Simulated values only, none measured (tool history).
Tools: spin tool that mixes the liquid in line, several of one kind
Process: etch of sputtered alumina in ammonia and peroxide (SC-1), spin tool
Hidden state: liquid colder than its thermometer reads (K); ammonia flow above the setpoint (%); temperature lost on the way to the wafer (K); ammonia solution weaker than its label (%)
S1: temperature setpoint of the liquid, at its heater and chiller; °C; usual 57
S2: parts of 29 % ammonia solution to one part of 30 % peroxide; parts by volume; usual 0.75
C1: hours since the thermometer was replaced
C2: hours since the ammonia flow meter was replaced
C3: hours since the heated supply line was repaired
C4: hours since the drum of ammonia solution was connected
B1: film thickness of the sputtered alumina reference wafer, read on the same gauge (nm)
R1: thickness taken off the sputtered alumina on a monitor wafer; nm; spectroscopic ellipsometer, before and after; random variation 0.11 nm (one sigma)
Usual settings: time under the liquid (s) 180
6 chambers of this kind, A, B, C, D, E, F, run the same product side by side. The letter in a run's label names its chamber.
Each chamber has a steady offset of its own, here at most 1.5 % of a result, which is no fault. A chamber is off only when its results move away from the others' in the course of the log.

{"run": "1B", "hour": 3.7, "S1": 57, "S2": 0.75, "time under the liquid (s)": 180, "C1": 35.3, "C2": 298, "C3": 415.3, "C4": 51.7, "B1": 90.058, "R1": 11.936}
{"run": "2C", "hour": 8.5, "S1": 57, "S2": 0.75, "time under the liquid (s)": 180, "C1": 1950.3, "C2": 482.9, "C3": 762.9, "C4": 44.8, "B1": 90, "R1": 12.154}
{"run": "3E", "hour": 13.0, "S1": 57, "S2": 0.75, "time under the liquid (s)": 180, "C1": 117.6, "C2": 683.5, "C3": 3853.8, "C4": 421.4, "B1": 89.96, "R1": 12.205}
{"run": "4A", "hour": 16.7, "S1": 57, "S2": 0.75, "time under the liquid (s)": 180, "C1": 1355.9, "C2": 87.6, "C3": 1782.4, "C4": 1024.1, "B1": 90.032, "R1": 12.082}
{"run": "5F", "hour": 21.8, "S1": 57, "S2": 0.75, "time under the liquid (s)": 180, "C1": 965.3, "C2": 344.7, "C3": 353.7, "C4": 256.9, "B1": 90.005, "R1": 12.033}
{"run": "6D", "hour": 26.2, "S1": 57, "S2": 0.75, "time under the liquid (s)": 180, "C1": 759.9, "C2": 746.2, "C3": 2435.2, "C4": 561.2, "B1": 90, "R1": 11.982}
{"run": "7F", "hour": 30.8, "S1": 57, "S2": 0.75, "time under the liquid (s)": 180, "C1": 974.3, "C2": 353.7, "C3": 362.7, "C4": 265.9, "B1": 90, "R1": 12.015}
{"run": "8E", "hour": 35.5, "S1": 57, "S2": 0.75, "time under the liquid (s)": 180, "C1": 140.1, "C2": 706, "C3": 3876.3, "C4": 443.9, "B1": 90.033, "R1": 12.21}
{"hour": 38.1, "done": "chamber E: new drum of ammonia solution connected"}
{"run": "9D", "hour": 38.6, "S1": 57, "S2": 0.75, "time under the liquid (s)": 180, "C1": 772.3, "C2": 758.6, "C3": 2447.6, "C4": 573.6, "B1": 89.987, "R1": 12.099}
{"run": "10A", "hour": 42.6, "S1": 57, "S2": 0.75, "time under the liquid (s)": 180, "C1": 1381.8, "C2": 113.5, "C3": 1808.3, "C4": 1050, "B1": 89.985, "R1": 11.841}
{"run": "11B", "hour": 46.9, "S1": 57, "S2": 0.75, "time under the liquid (s)": 180, "C1": 78.5, "C2": 341.2, "C3": 458.5, "C4": 94.9, "B1": 89.984, "R1": 12.073}
{"run": "12C", "hour": 52.2, "S1": 57, "S2": 0.75, "time under the liquid (s)": 180, "C1": 1994, "C2": 526.6, "C3": 806.6, "C4": 88.5, "B1": 89.997, "R1": 12.151}
{"run": "13B", "hour": 55.5, "S1": 57, "S2": 0.75, "time under the liquid (s)": 180, "C1": 87.1, "C2": 349.8, "C3": 467.1, "C4": 103.5, "B1": 89.985, "R1": 11.865}
{"run": "14E", "hour": 58.7, "S1": 57, "S2": 0.75, "time under the liquid (s)": 180, "C1": 163.3, "C2": 729.2, "C3": 3899.5, "C4": 20.6, "B1": 89.985, "R1": 12.133}
{"run": "15A", "hour": 61.3, "S1": 57, "S2": 0.75, "time under the liquid (s)": 180, "C1": 1400.5, "C2": 132.2, "C3": 1827, "C4": 1068.7, "B1": 90.009, "R1": 12.026}
{"run": "16C", "hour": 65.7, "S1": 57, "S2": 0.75, "time under the liquid (s)": 180, "C1": 2007.5, "C2": 540.1, "C3": 820.1, "C4": 102, "B1": 89.987, "R1": 11.943}
{"run": "17D", "hour": 69.3, "S1": 57, "S2": 0.75, "time under the liquid (s)": 180, "C1": 803, "C2": 789.3, "C3": 2478.3, "C4": 604.3, "B1": 89.988, "R1": 11.954}
{"run": "18F", "hour": 72.4, "S1": 57, "S2": 0.75, "time under the liquid (s)": 180, "C1": 1015.9, "C2": 395.3, "C3": 404.3, "C4": 307.5, "B1": 90.015, "R1": 11.914}
{"run": "19B", "hour": 74.8, "S1": 57, "S2": 0.75, "time under the liquid (s)": 180, "C1": 106.4, "C2": 369.1, "C3": 486.4, "C4": 122.8, "B1": 90.002, "R1": 11.804}
{"run": "20C", "hour": 79.5, "S1": 57, "S2": 0.75, "time under the liquid (s)": 180, "C1": 2021.3, "C2": 553.9, "C3": 833.9, "C4": 115.8, "B1": 89.979, "R1": 11.952}
{"run": "21F", "hour": 84.4, "S1": 57, "S2": 0.75, "time under the liquid (s)": 180, "C1": 1027.9, "C2": 407.3, "C3": 416.3, "C4": 319.5, "B1": 89.996, "R1": 11.913}
{"run": "22A", "hour": 87.5, "S1": 57, "S2": 0.75, "time under the liquid (s)": 180, "C1": 1426.7, "C2": 158.4, "C3": 1853.2, "C4": 1094.9, "B1": 89.965, "R1": 12.022}
{"hour": 89.1, "done": "chamber E: heated supply line repaired"}
{"run": "23D", "hour": 91.4, "S1": 60, "S2": 1.15, "time under the liquid (s)": 180, "C1": 825.1, "C2": 811.4, "C3": 2500.4, "C4": 626.4, "B1": 89.99, "R1": 14.69}
{"run": "24E", "hour": 96.5, "S1": 60, "S2": 1.15, "time under the liquid (s)": 180, "C1": 201.1, "C2": 767, "C3": 7.4, "C4": 58.4, "B1": 89.997, "R1": 14.665}
{"run": "25A", "hour": 100.3, "S1": 60, "S2": 1.15, "time under the liquid (s)": 180, "C1": 1439.5, "C2": 171.2, "C3": 1866, "C4": 1107.7, "B1": 90.016, "R1": 14.467}
{"run": "26C", "hour": 103.7, "S1": 60, "S2": 1.15, "time under the liquid (s)": 180, "C1": 2045.5, "C2": 578.1, "C3": 858.1, "C4": 140, "B1": 89.98, "R1": 14.55}
{"run": "27E", "hour": 106.7, "S1": 60, "S2": 1.15, "time under the liquid (s)": 180, "C1": 211.3, "C2": 777.2, "C3": 17.6, "C4": 68.6, "B1": 89.989, "R1": 14.875}
{"run": "28B", "hour": 111.3, "S1": 60, "S2": 1.15, "time under the liquid (s)": 180, "C1": 142.9, "C2": 405.6, "C3": 522.9, "C4": 159.3, "B1": 89.95, "R1": 14.539}
{"run": "29D", "hour": 115.4, "S1": 57, "S2": 0.75, "time under the liquid (s)": 180, "C1": 849.1, "C2": 835.4, "C3": 2524.4, "C4": 650.4, "B1": 90.009, "R1": 11.85}
{"run": "30F", "hour": 119.2, "S1": 57, "S2": 0.55, "time under the liquid (s)": 230, "C1": 1062.7, "C2": 442.1, "C3": 451.1, "C4": 354.3, "B1": 89.99, "R1": 14.477}
{"run": "31A", "hour": 123.5, "S1": 57, "S2": 0.55, "time under the liquid (s)": 230, "C1": 1462.7, "C2": 194.4, "C3": 1889.2, "C4": 1130.9, "B1": 89.978, "R1": 14.852}
{"run": "32F", "hour": 128.6, "S1": 57, "S2": 0.55, "time under the liquid (s)": 230, "C1": 1072.1, "C2": 451.5, "C3": 460.5, "C4": 363.7, "B1": 89.968, "R1": 14.157}
{"run": "33E", "hour": 132.1, "S1": 57, "S2": 0.55, "time under the liquid (s)": 230, "C1": 236.7, "C2": 802.6, "C3": 43, "C4": 94, "B1": 89.968, "R1": 14.842}
{"run": "34D", "hour": 134.8, "S1": 57, "S2": 0.55, "time under the liquid (s)": 230, "C1": 868.5, "C2": 854.8, "C3": 2543.8, "C4": 669.8, "B1": 90.004, "R1": 14.879}
{"run": "35B", "hour": 137.7, "S1": 57, "S2": 0.55, "time under the liquid (s)": 230, "C1": 169.3, "C2": 432, "C3": 549.3, "C4": 185.7, "B1": 89.958, "R1": 15.027}
{"run": "36C", "hour": 142.7, "S1": 57, "S2": 0.75, "time under the liquid (s)": 180, "C1": 2084.5, "C2": 617.1, "C3": 897.1, "C4": 179, "B1": 90.003, "R1": 12.104}
{"run": "37B", "hour": 145.9, "S1": 57, "S2": 0.75, "time under the liquid (s)": 180, "C1": 177.5, "C2": 440.2, "C3": 557.5, "C4": 193.9, "B1": 90.033, "R1": 11.912}
{"run": "38C", "hour": 150.4, "S1": 48, "S2": 1.1, "time under the liquid (s)": 180, "C1": 2092.2, "C2": 624.8, "C3": 904.8, "C4": 186.7, "B1": 90.023, "R1": 7.6802}
{"run": "39E", "hour": 154.5, "S1": 48, "S2": 1.1, "time under the liquid (s)": 180, "C1": 259.1, "C2": 825, "C3": 65.4, "C4": 116.4, "B1": 90.009, "R1": 7.6609}
{"run": "40D", "hour": 158.1, "S1": 48, "S2": 1.1, "time under the liquid (s)": 180, "C1": 891.8, "C2": 878.1, "C3": 2567.1, "C4": 693.1, "B1": 90.04, "R1": 7.638}

What goes on in this fleet: one chamber off, a drifting gauge, or nothing beyond the chambers' own small offsets? Name the chamber and the cause, if any.

Chamber F drifts away from the others.
Cause: liquid colder than its thermometer reads (K) = 1.31.
The log may not tell that from: temperature lost on the way to the wafer (K).

Here are 4 candidates for chamber F's next run, each the usual settings with a change, their results left as question marks. Which one brings its results back in line with what the others give on the usual settings?
In line means no further than this from the other chambers' mean on the usual settings: R1 0.37 nm
{"run": "41F-1", "hour": 162.0, "S1": 55.5, "S2": 0.75, "time under the liquid (s)": 180, "R1": "?"}
{"run": "41F-2", "hour": 162.0, "S1": 58.5, "S2": 0.75, "time under the liquid (s)": 180, "R1": "?"}
{"run": "41F-3", "hour": 162.0, "S1": 56.5, "S2": 0.75, "time under the liquid (s)": 180, "R1": "?"}
{"run": "41F-4", "hour": 162.0, "S1": 57, "S2": 0.9, "time under the liquid (s)": 180, "R1": "?"}

The other chambers' mean on the usual settings: R1 12.033 nm
run=41F-1 R1=10.252
run=41F-2 R1=12.02
run=41F-3 R1=10.813
run=41F-4 R1=11.294
41F-2 brings the chamber back in line.

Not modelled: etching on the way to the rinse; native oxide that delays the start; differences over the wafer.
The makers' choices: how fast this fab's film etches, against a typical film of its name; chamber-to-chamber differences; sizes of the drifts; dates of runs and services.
